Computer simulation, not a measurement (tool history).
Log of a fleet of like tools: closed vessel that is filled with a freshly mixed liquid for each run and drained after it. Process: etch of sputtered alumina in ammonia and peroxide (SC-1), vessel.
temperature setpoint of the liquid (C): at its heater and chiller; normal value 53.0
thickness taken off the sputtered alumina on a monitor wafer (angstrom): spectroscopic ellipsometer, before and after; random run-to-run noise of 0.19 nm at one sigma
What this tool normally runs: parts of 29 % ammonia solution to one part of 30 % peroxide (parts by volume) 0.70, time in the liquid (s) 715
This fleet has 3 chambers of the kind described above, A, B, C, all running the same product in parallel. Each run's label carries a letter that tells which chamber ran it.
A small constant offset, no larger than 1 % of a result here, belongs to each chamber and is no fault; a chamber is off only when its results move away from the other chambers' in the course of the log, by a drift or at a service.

run,hour,temperature setpoint of the liquid (C),parts of 29 % ammonia solution to one part of 30 % peroxide (parts by volume),time in the liquid (s),hours since the thermometer was replaced,hours since the ammonia flow meter was replaced,hours since the drum of ammonia solution was connected,"read-back film thickness of the sputtered alumina reference wafer, read on the same gauge (nm)",thickness taken off the sputtered alumina on a monitor wafer (angstrom)
1A,10.4,53.0,0.70,715,722.2,1582.0,488.0,130.03,394.11
# hour 11.6: chamber A: thermometer replaced
2B,23.8,53.0,0.70,715,624.6,98.7,403.8,130.01,392.05
3C,37.2,53.0,0.70,715,265.3,286.4,189.0,129.97,391.56
4C,45.8,53.0,0.70,715,273.9,295.0,197.6,130.01,393.99
5B,58.4,53.0,0.70,715,659.2,133.3,438.4,130.00,394.26
6A,71.5,53.0,0.70,715,59.9,1643.1,549.1,129.98,391.94
7C,82.0,53.0,0.70,715,310.1,331.2,233.8,130.01,393.96
# hour 92.3: chamber A: new drum of ammonia solution connected
8B,92.5,61.5,0.70,715,693.3,167.4,472.5,130.06,614.43
9A,107.5,61.5,0.70,715,95.9,1679.1,15.3,130.03,614.88
10B,115.4,61.5,0.70,715,716.2,190.3,495.4,130.03,609.68
11C,129.0,53.0,0.70,715,357.1,378.2,280.8,129.98,394.59
12A,141.7,53.0,0.70,715,130.1,1713.3,49.5,129.99,394.83
13B,150.4,48.5,0.70,715,751.2,225.3,530.4,130.02,304.21
14A,166.0,48.5,0.70,715,154.4,1737.6,73.8,130.01,309.05
15C,176.1,48.5,0.70,715,404.2,425.3,327.9,130.00,306.56
# hour 189.1: chamber A: ammonia flow meter replaced
16C,192.4,59.5,0.70,715,420.5,441.6,344.2,130.01,554.95
17A,207.1,59.5,0.70,715,195.5,18.0,114.9,130.01,552.51
18B,220.5,59.5,0.70,715,821.3,295.4,600.5,129.95,547.19
# hour 230.8: chamber C: thermometer replaced
19C,236.7,53.0,0.70,715,6.0,485.9,388.5,129.99,396.47
20B,245.8,53.0,1.05,435,846.6,320.7,625.8,129.99,247.85
21A,261.6,53.0,1.05,435,250.0,72.5,169.4,130.03,249.77
22B,275.1,53.0,1.05,435,875.9,350.0,655.1,130.01,246.71
# hour 277.4: chamber C: new drum of ammonia solution connected
23C,284.2,53.0,0.70,715,53.5,533.4,6.9,129.97,392.83
24A,295.3,53.0,0.70,715,283.7,106.2,203.1,130.00,392.24
25B,310.8,53.0,0.70,715,911.6,385.7,690.8,129.97,393.23
26C,322.2,53.0,0.70,715,91.5,571.4,44.9,129.99,394.03
27A,330.5,53.0,0.90,860,318.9,141.4,238.3,130.00,484.62
28A,339.0,53.0,0.90,860,327.4,149.9,246.8,129.98,483.55
29C,346.7,53.0,0.90,860,116.0,595.9,69.4,130.02,484.27
30B,360.1,53.0,0.70,715,960.9,435.0,740.1,130.00,392.95
31A,373.6,53.0,0.70,715,362.0,184.5,281.4,130.03,389.25

The same settings go to every chamber for the next run, one line per chamber below. Forecast the results for each:
32A,385.2,53.0,0.70,715,,,,,?
32B,385.2,53.0,0.70,715,,,,,?
32C,385.2,53.0,0.70,715,,,,,?

run,thickness taken off the sputtered alumina on a monitor wafer (angstrom)
32A,391.28
32B,390.59
32C,393.44

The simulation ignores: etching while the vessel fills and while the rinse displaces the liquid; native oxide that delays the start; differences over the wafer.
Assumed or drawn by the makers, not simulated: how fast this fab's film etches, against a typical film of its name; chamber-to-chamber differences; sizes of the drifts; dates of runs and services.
